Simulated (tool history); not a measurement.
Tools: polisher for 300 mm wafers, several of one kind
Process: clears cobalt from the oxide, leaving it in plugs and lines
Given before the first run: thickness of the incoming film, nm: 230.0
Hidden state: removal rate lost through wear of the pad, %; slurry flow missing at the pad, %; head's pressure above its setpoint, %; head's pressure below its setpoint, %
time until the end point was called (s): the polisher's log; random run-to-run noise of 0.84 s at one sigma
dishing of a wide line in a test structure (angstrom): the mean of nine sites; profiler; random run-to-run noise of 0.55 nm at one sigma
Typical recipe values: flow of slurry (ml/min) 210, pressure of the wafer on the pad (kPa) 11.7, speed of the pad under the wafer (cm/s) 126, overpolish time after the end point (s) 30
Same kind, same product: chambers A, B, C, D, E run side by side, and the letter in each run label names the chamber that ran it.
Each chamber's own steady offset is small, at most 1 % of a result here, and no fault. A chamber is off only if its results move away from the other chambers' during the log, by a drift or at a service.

run   hour  flow of slurry (ml/min)  pressure of the wafer on the pad (kPa)  speed of the pad under the wafer (cm/s)  overpolish time after the end point (s)  wafers polished on this pad  hours since the slurry nozzle was cleaned  hours since the head pressure was calibrated  time until the end point was called (s)  dishing of a wide line in a test structure (angstrom)
       1.7  -- chamber B: worn pad replaced by a new one
 1C    2.1                      210                                    11.7                                      126                                       30                          443                                      247.6                                           6.1                                   47.432                                                 295.84
 2B    6.4                      210                                    11.7                                      126                                       30                           44                                        239                                          15.4                                   46.229                                                 297.52
 3A    9.3                      210                                    11.7                                      126                                       30                         1267                                      720.6                                         248.1                                   47.522                                                 296.76
 4E   11.6                      210                                    11.7                                      126                                       30                          264                                      195.7                                         461.1                                   47.634                                                 309.02
 5D   15.5                      210                                    11.7                                      126                                       30                          823                                      427.5                                         486.1                                   48.629                                                 296.38
 6D   17.7                      210                                    11.7                                      126                                       30                          843                                      429.7                                         488.3                                   48.138                                                  288.8
 7C   20.3                      265                                    11.7                                      126                                       30                          613                                      265.8                                          24.3                                   45.254                                                 295.53
 8B   24.3                      265                                    11.7                                      126                                       30                          210                                      256.9                                          33.3                                    46.87                                                 283.96
      25.4  -- chamber C: worn pad replaced by a new one
 9A   28.2                      265                                    11.7                                      126                                       30                         1443                                      739.5                                           267                                    46.59                                                  298.9
      30.1  -- chamber A: worn pad replaced by a new one
10E   30.9                      265                                    11.7                                      126                                       30                          443                                        215                                         480.4                                   44.228                                                 296.53
11B   33.5                      265                                    11.7                                      126                                       30                          296                                      266.1                                          42.5                                     45.7                                                 291.32
      35.7  -- chamber A: slurry nozzle cleaned
12D   35.7                      210                                    11.7                                      126                                       30                         1011                                      447.7                                         506.3                                   47.134                                                 289.87
13E   39.8                      210                                    11.7                                      126                                       30                          526                                      223.9                                         489.3                                   47.916                                                  296.3
14A   43.1                      210                                    11.7                                      126                                       30                          121                                        7.5                                         281.9                                   47.138                                                 304.72
15C   45.7                      210                                    11.7                                      126                                       30                          189                                      291.2                                          49.7                                   45.387                                                 295.22
16C   49.7                      210                                    11.7                                      126                                       30                          226                                      295.2                                          53.7                                     47.9                                                 296.74
17B   52.1                      210                                    11.7                                      126                                       30                          469                                      284.7                                          61.1                                   45.413                                                 296.21
18D   55.3                      210                                    11.7                                      126                                       30                         1193                                      467.3                                         525.9                                   47.092                                                 293.07
19E   58.8                      210                                    11.7                                      126                                       30                          703                                      242.9                                         508.3                                    49.06                                                 293.47
20A   61.8                      210                                    11.7                                      126                                       30                          295                                       26.2                                         300.6                                   46.894                                                 300.38
21B   64.6                      210                                    11.7                                      126                                       30                          585                                      297.2                                          73.6                                   45.706                                                 290.18
22C   67.1                      210                                    11.7                                      108                                       16                          388                                      312.6                                          71.1                                   54.131                                                  263.7
23E   69.4                      210                                    11.7                                      108                                       16                          802                                      253.5                                         518.9                                   54.989                                                 264.81
24D   73.7                      210                                    11.7                                      108                                       16                         1365                                      485.7                                         544.3                                    57.72                                                 264.06
      75.6  -- chamber E: worn pad replaced by a new one
25A   77.5                      210                                    11.7                                      108                                       16                          441                                       41.9                                         316.3                                   56.259                                                 267.61
26E   80.9                      210                                    11.7                                      108                                       16                           49                                        265                                         530.4                                   56.839                                                 269.74
27C   84.8                      210                                    11.7                                      126                                       30                          553                                      330.3                                          88.8                                   46.026                                                 297.06
28D     89                      210                                    11.7                                      126                                       30                         1507                                        501                                         559.6                                   50.222                                                 289.43
29B   92.2                      210                                    11.7                                      126                                       30                          842                                      324.8                                         101.2                                   46.195                                                 296.79
      92.9  -- chamber B: worn pad replaced by a new one
30A   95.8                      210                                    11.7                                      126                                       30                          612                                       60.2                                         334.6                                   47.404                                                 302.05
31A   99.9                      210                                    11.7                                      126                                       30                          650                                       64.3                                         338.7                                   47.616                                                  283.5
32B  102.5                      265                                    11.7                                      100                                       30                           90                                      335.1                                         111.5                                   57.806                                                 288.61
33E  106.6                      265                                    11.7                                      100                                       30                          288                                      290.7                                         556.1                                   58.984                                                 291.22
34D  109.2                      265                                    11.7                                      100                                       30                         1695                                      521.2                                         579.8                                   62.642                                                 293.98
35C  111.7                      265                                    11.7                                      100                                       30                          803                                      357.2                                         115.7                                   58.129                                                  286.4
     112.1  -- chamber C: worn pad replaced by a new one
36E    114                      265                                    11.7                                      100                                       30                          357                                      298.1                                         563.5                                   58.928                                                 296.41
37C  118.4                      210                                    11.7                                      126                                       30                           59                                      363.9                                         122.4                                    46.03                                                 293.59
38A  122.5                      210                                    11.7                                      126                                       30                          860                                       86.9                                         361.3                                   47.948                                                 304.27
39B    125                      210                                    11.7                                      126                                       30                          299                                      357.6                                           134                                   46.829                                                 285.51
40D  127.5                      210                                    11.7                                      126                                       30                         1865                                      539.5                                         598.1                                   52.674                                                 290.97
     128.1  -- chamber D: slurry nozzle cleaned
41E  129.4                      210                                    11.7                                      126                                       30                          500                                      313.5                                         578.9                                   46.217                                                 303.52
42D  132.1                      210                                    11.7                                      126                                       30                         1908                                          4                                         602.7                                   52.562                                                 285.87
43B  136.3                      210                                    11.7                                      126                                       30                          404                                      368.9                                         145.3                                   47.021                                                 303.63

All chambers now run identical settings, listed one chamber a line with results as question marks. What results will each chamber show?
44A  139.5                      245                                    11.7                                      126                                       30                                                                                                                                                              ?                                                      ?
44B  139.5                      245                                    11.7                                      126                                       30                                                                                                                                                              ?                                                      ?
44C  139.5                      245                                    11.7                                      126                                       30                                                                                                                                                              ?                                                      ?
44D  139.5                      245                                    11.7                                      126                                       30                                                                                                                                                              ?                                                      ?
44E  139.5                      245                                    11.7                                      126                                       30                                                                                                                                                              ?                                                      ?

run  time until the end point was called (s)  dishing of a wide line in a test structure (angstrom)
44A                                   46.052                                                  290.5
44B                                   45.466                                                 298.28
44C                                   45.446                                                 303.95
44D                                   52.082                                                 292.46
44E                                   46.802                                                 290.05

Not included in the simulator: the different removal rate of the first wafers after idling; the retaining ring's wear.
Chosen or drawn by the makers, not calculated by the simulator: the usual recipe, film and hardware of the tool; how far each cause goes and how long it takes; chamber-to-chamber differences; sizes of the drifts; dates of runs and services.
